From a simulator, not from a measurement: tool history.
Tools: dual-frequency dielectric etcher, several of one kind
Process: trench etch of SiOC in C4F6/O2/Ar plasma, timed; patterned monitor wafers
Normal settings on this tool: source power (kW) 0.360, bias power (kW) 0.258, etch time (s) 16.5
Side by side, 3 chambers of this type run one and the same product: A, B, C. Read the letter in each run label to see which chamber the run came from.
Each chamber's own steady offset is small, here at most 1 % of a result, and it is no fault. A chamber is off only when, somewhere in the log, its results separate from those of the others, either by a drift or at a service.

run,hour,source power (kW),bias power (kW),etch time (s),hours since the last wet clean,hours since the last source power generator calibration,hours since the last bias power generator calibration,"read-back reference wafer on the same gauge, depth_nm",mean etch depth across the wafer (nm)
1C,10.3,0.360,0.258,16.5,22.6,233.1,2599.5,30.100,36.957
2B,26.0,0.360,0.258,16.5,242.1,4041.3,516.1,30.088,36.874
3A,42.5,0.360,0.258,16.5,253.8,1421.8,2987.1,30.115,36.751
4A,53.8,0.360,0.258,16.5,265.1,1433.1,2998.4,30.106,36.794
5B,65.1,0.360,0.258,16.5,281.2,4080.4,555.2,30.087,36.895
6C,78.4,0.360,0.258,16.5,90.7,301.2,2667.6,30.108,37.148
7A,92.9,0.360,0.258,12.0,304.2,1472.2,3037.5,30.114,26.770
8C,106.1,0.360,0.258,12.0,118.4,328.9,2695.3,30.112,26.992
9B,116.7,0.360,0.258,12.0,332.8,4132.0,606.8,30.110,26.838
10C,129.3,0.360,0.258,16.5,141.6,352.1,2718.5,30.095,37.190
11A,138.3,0.360,0.258,16.5,349.6,1517.6,3082.9,30.090,36.756
12B,147.7,0.360,0.258,16.5,363.8,4163.0,637.8,30.100,36.871
13A,156.7,0.360,0.258,16.5,368.0,1536.0,3101.3,30.102,36.789
14C,163.9,0.360,0.294,14.0,176.2,386.7,2753.1,30.091,32.979
# hour 164.7: chamber A: wet clean of the chamber
15B,172.2,0.360,0.294,14.0,388.3,4187.5,662.3,30.095,32.651
16A,182.8,0.360,0.294,14.0,18.1,1562.1,3127.4,30.088,32.645
# hour 191.9: chamber B: wet clean of the chamber
17C,195.9,0.360,0.258,16.5,208.2,418.7,2785.1,30.089,37.128
18B,203.8,0.360,0.258,16.5,11.9,4219.1,693.9,30.103,36.897
19C,214.9,0.390,0.258,21.0,227.2,437.7,2804.1,30.113,48.598
20A,228.4,0.390,0.258,21.0,63.7,1607.7,3173.0,30.087,48.315
21B,237.3,0.390,0.258,21.0,45.4,4252.6,727.4,30.096,48.369
22A,249.7,0.280,0.198,16.5,85.0,1629.0,3194.3,30.117,30.581
23C,262.3,0.280,0.198,16.5,274.6,485.1,2851.5,30.094,30.907
24B,275.7,0.280,0.198,16.5,83.8,4291.0,765.8,30.101,30.488
25A,285.6,0.360,0.258,16.5,120.9,1664.9,3230.2,30.084,36.746
26C,294.9,0.360,0.258,16.5,307.2,517.7,2884.1,30.110,37.149
27B,304.9,0.360,0.258,16.5,113.0,4320.2,795.0,30.098,36.997
28A,320.1,0.360,0.199,12.5,155.4,1699.4,3264.7,30.107,25.561
29C,334.5,0.360,0.199,12.5,346.8,557.3,2923.7,30.111,25.765
30B,342.5,0.360,0.199,12.5,150.6,4357.8,832.6,30.113,25.545
31A,351.6,0.360,0.258,16.5,186.9,1730.9,3296.2,30.112,36.684
32B,364.0,0.360,0.258,16.5,172.1,4379.3,854.1,30.103,36.705
33C,375.2,0.360,0.258,16.5,387.5,598.0,2964.4,30.091,37.118

Next, every chamber runs the same settings. What will each give?
34A,387.0,0.280,0.258,16.5,,,,,?
34B,387.0,0.280,0.258,16.5,,,,,?
34C,387.0,0.280,0.258,16.5,,,,,?

run,mean etch depth across the wafer (nm)
34A,33.443
34B,33.590
34C,33.790
